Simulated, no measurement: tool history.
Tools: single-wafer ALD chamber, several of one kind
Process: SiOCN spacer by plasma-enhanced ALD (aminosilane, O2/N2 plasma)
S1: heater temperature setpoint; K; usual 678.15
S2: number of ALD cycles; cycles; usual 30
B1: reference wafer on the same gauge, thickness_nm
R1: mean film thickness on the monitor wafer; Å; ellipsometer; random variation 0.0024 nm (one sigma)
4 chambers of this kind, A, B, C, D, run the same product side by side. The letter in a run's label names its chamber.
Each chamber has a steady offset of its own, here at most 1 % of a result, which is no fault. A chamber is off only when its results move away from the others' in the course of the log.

Run 1B, day 0.438: usual settings; B1 1.6099. Result: R1 17.691 Å.
Run 2C, day 0.925: usual settings; B1 1.6094. Result: R1 17.784 Å.
Run 3A, day 1.338: usual settings; B1 1.609. Result: R1 17.922 Å.
Run 4D, day 1.775: usual settings; B1 1.6085. Result: R1 17.992 Å.
Run 5D, day 2.096: usual settings but S1 684.15 K, S2 27 cycles; B1 1.6078. Result: R1 15.85 Å.
At day 2.371: chamber D: thermocouple changed; heater temperature recalibrated.
Run 6B, day 2.429: usual settings but S1 684.15 K, S2 27 cycles; B1 1.6081. Result: R1 15.582 Å.
Run 7C, day 2.725: usual settings but S1 684.15 K, S2 27 cycles; B1 1.6079. Result: R1 15.736 Å.
Run 8A, day 3.096: usual settings but S1 684.15 K, S2 27 cycles; B1 1.6079. Result: R1 15.834 Å.
Run 9A, day 3.471: usual settings; B1 1.6069. Result: R1 17.893 Å.
Run 10B, day 3.733: usual settings; B1 1.6071. Result: R1 17.63 Å.
Run 11C, day 3.996: usual settings; B1 1.6068. Result: R1 17.761 Å.
Run 12D, day 4.275: usual settings; B1 1.6069. Result: R1 17.961 Å.
Run 13A, day 4.588: usual settings; B1 1.6063. Result: R1 17.9 Å.
Run 14B, day 5.029: usual settings; B1 1.6062. Result: R1 17.652 Å.
Run 15C, day 5.283: usual settings; B1 1.6064. Result: R1 17.775 Å.
Run 16D, day 5.742: usual settings; B1 1.606. Result: R1 17.881 Å.
Run 17C, day 6.088: usual settings but S1 668.15 K, S2 34 cycles; B1 1.6055. Result: R1 20.378 Å.
Run 18D, day 6.475: usual settings but S1 668.15 K, S2 34 cycles; B1 1.6053. Result: R1 20.62 Å.
Run 19B, day 6.75: usual settings but S1 668.15 K, S2 34 cycles; B1 1.6047. Result: R1 20.333 Å.
Run 20A, day 7.162: usual settings but S1 668.15 K, S2 34 cycles; B1 1.6052. Result: R1 20.563 Å.
Run 21B, day 7.525: usual settings; B1 1.6042. Result: R1 17.626 Å.
Run 22C, day 7.917: usual settings but S1 664.15 K, S2 24 cycles; B1 1.6042. Result: R1 14.35 Å.
Run 23D, day 8.325: usual settings but S1 664.15 K, S2 24 cycles; B1 1.6042. Result: R1 14.549 Å.
Run 24A, day 8.808: usual settings but S1 664.15 K, S2 24 cycles; B1 1.6033. Result: R1 14.496 Å.
Run 25B, day 9.279: usual settings but S1 664.15 K, S2 24 cycles; B1 1.603. Result: R1 14.292 Å.
Run 26D, day 9.558: usual settings; B1 1.6028. Result: R1 17.91 Å.
Run 27C, day 9.875: usual settings; B1 1.6034. Result: R1 17.719 Å.
Run 28A, day 10.25: usual settings; B1 1.6023. Result: R1 17.853 Å.
Run 29D, day 10.488: usual settings; B1 1.6023. Result: R1 17.875 Å.
Run 30A, day 10.875: usual settings; B1 1.6018. Result: R1 17.861 Å.
Run 31C, day 11.154: usual settings; B1 1.602. Result: R1 17.712 Å.
Run 32B, day 11.488: usual settings; B1 1.6017. Result: R1 17.594 Å.

All 4 chambers run these settings next. Forecast each chamber's results:
Run 33A, day 11.871: usual settings. Result: R1 ?.
Run 33B, day 11.871: usual settings. Result: R1 ?.
Run 33C, day 11.871: usual settings. Result: R1 ?.
Run 33D, day 11.871: usual settings. Result: R1 ?.

run      R1
33A  17.847
33B   17.58
33C  17.693
33D  17.869
